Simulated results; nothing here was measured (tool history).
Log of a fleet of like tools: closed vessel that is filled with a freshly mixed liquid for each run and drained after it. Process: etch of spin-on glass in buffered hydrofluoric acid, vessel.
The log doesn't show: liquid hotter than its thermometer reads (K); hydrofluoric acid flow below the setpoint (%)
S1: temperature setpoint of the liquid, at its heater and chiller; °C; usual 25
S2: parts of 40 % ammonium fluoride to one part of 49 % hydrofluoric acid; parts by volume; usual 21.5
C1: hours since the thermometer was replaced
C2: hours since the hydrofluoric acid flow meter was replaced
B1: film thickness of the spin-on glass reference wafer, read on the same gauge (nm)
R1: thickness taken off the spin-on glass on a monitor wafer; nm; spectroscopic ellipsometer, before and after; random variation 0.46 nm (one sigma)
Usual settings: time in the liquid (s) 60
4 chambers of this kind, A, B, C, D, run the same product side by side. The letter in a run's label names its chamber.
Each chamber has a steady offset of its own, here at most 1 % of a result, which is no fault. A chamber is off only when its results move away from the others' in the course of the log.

{"run": "1B", "hour": 12.4, "S1": 25, "S2": 21.5, "time in the liquid (s)": 60, "C1": 698, "C2": 546.9, "B1": 30.001, "R1": 69.325}
{"run": "2D", "hour": 26.1, "S1": 25, "S2": 21.5, "time in the liquid (s)": 60, "C1": 327.3, "C2": 882.6, "B1": 30.04, "R1": 67.853}
{"run": "3C", "hour": 38.4, "S1": 25, "S2": 21.5, "time in the liquid (s)": 60, "C1": 301.7, "C2": 973.4, "B1": 29.991, "R1": 69.491}
{"run": "4A", "hour": 49.4, "S1": 25, "S2": 21.5, "time in the liquid (s)": 60, "C1": 1733.4, "C2": 350.4, "B1": 29.999, "R1": 69.365}
{"run": "5D", "hour": 58.3, "S1": 25, "S2": 21.5, "time in the liquid (s)": 60, "C1": 359.5, "C2": 914.8, "B1": 29.979, "R1": 68.641}
{"run": "6B", "hour": 73.1, "S1": 25, "S2": 21.5, "time in the liquid (s)": 60, "C1": 758.7, "C2": 607.6, "B1": 30.022, "R1": 70.154}
{"run": "7A", "hour": 82.8, "S1": 25, "S2": 21.5, "time in the liquid (s)": 60, "C1": 1766.8, "C2": 383.8, "B1": 29.978, "R1": 69.63}
{"run": "8C", "hour": 97.3, "S1": 25, "S2": 21.5, "time in the liquid (s)": 60, "C1": 360.6, "C2": 1032.3, "B1": 29.988, "R1": 69.883}
{"run": "9B", "hour": 112.3, "S1": 25, "S2": 21.5, "time in the liquid (s)": 60, "C1": 797.9, "C2": 646.8, "B1": 30.005, "R1": 70.536}
{"run": "10C", "hour": 127.0, "S1": 25, "S2": 21.5, "time in the liquid (s)": 60, "C1": 390.3, "C2": 1062, "B1": 30.002, "R1": 69.713}
{"run": "11A", "hour": 138.3, "S1": 25, "S2": 21.5, "time in the liquid (s)": 60, "C1": 1822.3, "C2": 439.3, "B1": 29.997, "R1": 69.351}
{"run": "12D", "hour": 152.6, "S1": 25, "S2": 21.5, "time in the liquid (s)": 60, "C1": 453.8, "C2": 1009.1, "B1": 29.997, "R1": 70.36}
{"run": "13B", "hour": 161.2, "S1": 25, "S2": 21.5, "time in the liquid (s)": 60, "C1": 846.8, "C2": 695.7, "B1": 30.009, "R1": 70.112}
{"hour": 163.1, "done": "chamber B: thermometer replaced"}
{"run": "14A", "hour": 169.8, "S1": 25, "S2": 21.5, "time in the liquid (s)": 60, "C1": 1853.8, "C2": 470.8, "B1": 30.009, "R1": 69.735}
{"run": "15D", "hour": 183.6, "S1": 25, "S2": 21.5, "time in the liquid (s)": 60, "C1": 484.8, "C2": 1040.1, "B1": 30.002, "R1": 71.346}
{"run": "16C", "hour": 194.2, "S1": 25, "S2": 21.5, "time in the liquid (s)": 60, "C1": 457.5, "C2": 1129.2, "B1": 30.006, "R1": 69.5}
{"run": "17D", "hour": 207.2, "S1": 25, "S2": 21.5, "time in the liquid (s)": 60, "C1": 508.4, "C2": 1063.7, "B1": 30.017, "R1": 71.356}
{"run": "18A", "hour": 216.9, "S1": 25, "S2": 21.5, "time in the liquid (s)": 60, "C1": 1900.9, "C2": 517.9, "B1": 29.997, "R1": 69.769}
{"run": "19C", "hour": 226.9, "S1": 25, "S2": 21.5, "time in the liquid (s)": 60, "C1": 490.2, "C2": 1161.9, "B1": 30.013, "R1": 69.985}
{"run": "20B", "hour": 242.8, "S1": 25, "S2": 21.5, "time in the liquid (s)": 60, "C1": 79.8, "C2": 777.3, "B1": 30.006, "R1": 69.778}
{"run": "21C", "hour": 258.5, "S1": 25, "S2": 21.5, "time in the liquid (s)": 60, "C1": 521.8, "C2": 1193.5, "B1": 29.99, "R1": 69.679}
{"run": "22B", "hour": 271.5, "S1": 25, "S2": 21.5, "time in the liquid (s)": 60, "C1": 108.5, "C2": 806, "B1": 30.011, "R1": 69.644}
{"run": "23A", "hour": 286.6, "S1": 25, "S2": 21.5, "time in the liquid (s)": 60, "C1": 1970.6, "C2": 587.6, "B1": 30.012, "R1": 70.377}
{"run": "24D", "hour": 294.5, "S1": 25, "S2": 21.5, "time in the liquid (s)": 60, "C1": 595.7, "C2": 1151, "B1": 29.998, "R1": 73.283}
{"run": "25D", "hour": 307.1, "S1": 25, "S2": 21.5, "time in the liquid (s)": 60, "C1": 608.3, "C2": 1163.6, "B1": 29.964, "R1": 73.185}
{"run": "26B", "hour": 318.4, "S1": 28, "S2": 21.5, "time in the liquid (s)": 95, "C1": 155.4, "C2": 852.9, "B1": 29.979, "R1": 128.71}
{"run": "27A", "hour": 331.4, "S1": 28, "S2": 21.5, "time in the liquid (s)": 95, "C1": 2015.4, "C2": 632.4, "B1": 29.976, "R1": 128.89}
{"run": "28C", "hour": 343.3, "S1": 28, "S2": 21.5, "time in the liquid (s)": 95, "C1": 606.6, "C2": 1278.3, "B1": 29.998, "R1": 131.24}

What goes on in this fleet: one chamber off, a drifting gauge, or nothing beyond the chambers' own small offsets? Name the chamber and the cause, if any.

Chamber D drifts away from the others.
Cause: liquid hotter than its thermometer reads (K) = 1.36.
The log may not tell that from: hydrofluoric acid flow above the setpoint (%).

Here are 4 candidates for chamber D's next run, each the usual settings with a change, their results left as question marks. Which one brings its results back in line with what the others give on the usual settings?
In line means no further than this from the other chambers' mean on the usual settings: R1 1.6 nm
{"run": "29D-1", "hour": 355.0, "S1": 25.5, "S2": 20.5, "time in the liquid (s)": 60, "R1": "?"}
{"run": "29D-2", "hour": 355.0, "S1": 25, "S2": 23.5, "time in the liquid (s)": 60, "R1": "?"}
{"run": "29D-3", "hour": 355.0, "S1": 25, "S2": 21, "time in the liquid (s)": 60, "R1": "?"}
{"run": "29D-4", "hour": 355.0, "S1": 25, "S2": 22, "time in the liquid (s)": 60, "R1": "?"}

The other chambers' mean on the usual settings: R1 69.634 nm
run=29D-1 R1=78.227
run=29D-2 R1=69.376
run=29D-3 R1=74.941
run=29D-4 R1=72.586
29D-2 brings the chamber back in line.
